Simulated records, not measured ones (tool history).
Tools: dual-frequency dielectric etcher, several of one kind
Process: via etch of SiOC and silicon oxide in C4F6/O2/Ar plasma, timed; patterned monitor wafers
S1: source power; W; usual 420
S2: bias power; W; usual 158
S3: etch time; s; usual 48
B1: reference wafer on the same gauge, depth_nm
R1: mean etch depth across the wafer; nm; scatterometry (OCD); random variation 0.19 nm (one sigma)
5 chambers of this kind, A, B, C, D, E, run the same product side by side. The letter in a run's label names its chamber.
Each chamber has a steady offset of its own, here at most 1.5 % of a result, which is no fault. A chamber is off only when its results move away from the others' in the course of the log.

run 1C hour=10.4 | S1=420 S2=158 S3=48 | B1=54.683 | R1=52.785
run 2E hour=16.5 | S1=420 S2=158 S3=48 | B1=54.723 | R1=52.83
run 3A hour=29.5 | S1=420 S2=158 S3=48 | B1=54.689 | R1=53.012
run 4D hour=37.3 | S1=420 S2=158 S3=48 | B1=54.733 | R1=53.737
run 5B hour=46.6 | S1=420 S2=158 S3=48 | B1=54.724 | R1=53.152
-- hour=49.3 chamber A: wet clean of the chamber
run 6D hour=55.5 | S1=420 S2=158 S3=48 | B1=54.646 | R1=53.3
run 7C hour=66.8 | S1=420 S2=158 S3=48 | B1=54.731 | R1=52.246
run 8A hour=75.6 | S1=420 S2=158 S3=48 | B1=54.659 | R1=52.793
run 9B hour=81.8 | S1=420 S2=158 S3=48 | B1=54.733 | R1=52.938
run 10E hour=89.2 | S1=420 S2=158 S3=48 | B1=54.765 | R1=52.702
run 11E hour=99.4 | S1=420 S2=158 S3=48 | B1=54.686 | R1=52.558
run 12C hour=107.1 | S1=420 S2=188 S3=43 | B1=54.677 | R1=49.96
run 13A hour=113.2 | S1=420 S2=188 S3=43 | B1=54.719 | R1=49.958
run 14B hour=126 | S1=420 S2=188 S3=43 | B1=54.689 | R1=50.452
run 15D hour=133.6 | S1=420 S2=188 S3=43 | B1=54.684 | R1=50.394
run 16E hour=139.6 | S1=420 S2=188 S3=43 | B1=54.745 | R1=49.659
-- hour=141.7 chamber C: wet clean of the chamber
run 17C hour=151.5 | S1=420 S2=158 S3=48 | B1=54.713 | R1=50.382
run 18B hour=164.3 | S1=420 S2=158 S3=48 | B1=54.691 | R1=52.862
run 19A hour=177.7 | S1=420 S2=158 S3=48 | B1=54.681 | R1=52.943
run 20D hour=187.9 | S1=420 S2=158 S3=48 | B1=54.701 | R1=53.4
run 21C hour=196.5 | S1=420 S2=158 S3=48 | B1=54.715 | R1=50.388
run 22A hour=208.8 | S1=420 S2=158 S3=48 | B1=54.706 | R1=53.202
run 23B hour=220.4 | S1=420 S2=158 S3=48 | B1=54.684 | R1=53.371
-- hour=226.7 chamber B: wet clean of the chamber
run 24E hour=232.9 | S1=420 S2=158 S3=48 | B1=54.688 | R1=52.867
-- hour=234.4 chamber B: bias power generator calibrated
run 25D hour=243.1 | S1=420 S2=158 S3=48 | B1=54.666 | R1=53.247
run 26C hour=250.1 | S1=420 S2=158 S3=48 | B1=54.659 | R1=50.318
run 27E hour=259.2 | S1=460 S2=158 S3=48 | B1=54.691 | R1=54.965
run 28B hour=271.3 | S1=460 S2=158 S3=48 | B1=54.676 | R1=54.767
run 29D hour=280.2 | S1=460 S2=158 S3=48 | B1=54.654 | R1=55.113
run 30A hour=288.4 | S1=460 S2=158 S3=48 | B1=54.755 | R1=54.92
run 31D hour=301.5 | S1=460 S2=158 S3=48 | B1=54.709 | R1=55.281
run 32B hour=314.9 | S1=420 S2=158 S3=48 | B1=54.693 | R1=53.185

All 5 chambers run these settings next. Forecast each chamber's results:
run 33A hour=324.6 | S1=420 S2=158 S3=48 | R1=?
run 33B hour=324.6 | S1=420 S2=158 S3=48 | R1=?
run 33C hour=324.6 | S1=420 S2=158 S3=48 | R1=?
run 33D hour=324.6 | S1=420 S2=158 S3=48 | R1=?
run 33E hour=324.6 | S1=420 S2=158 S3=48 | R1=?

run=33A R1=52.726
run=33B R1=52.81
run=33C R1=50.118
run=33D R1=53.51
run=33E R1=52.395
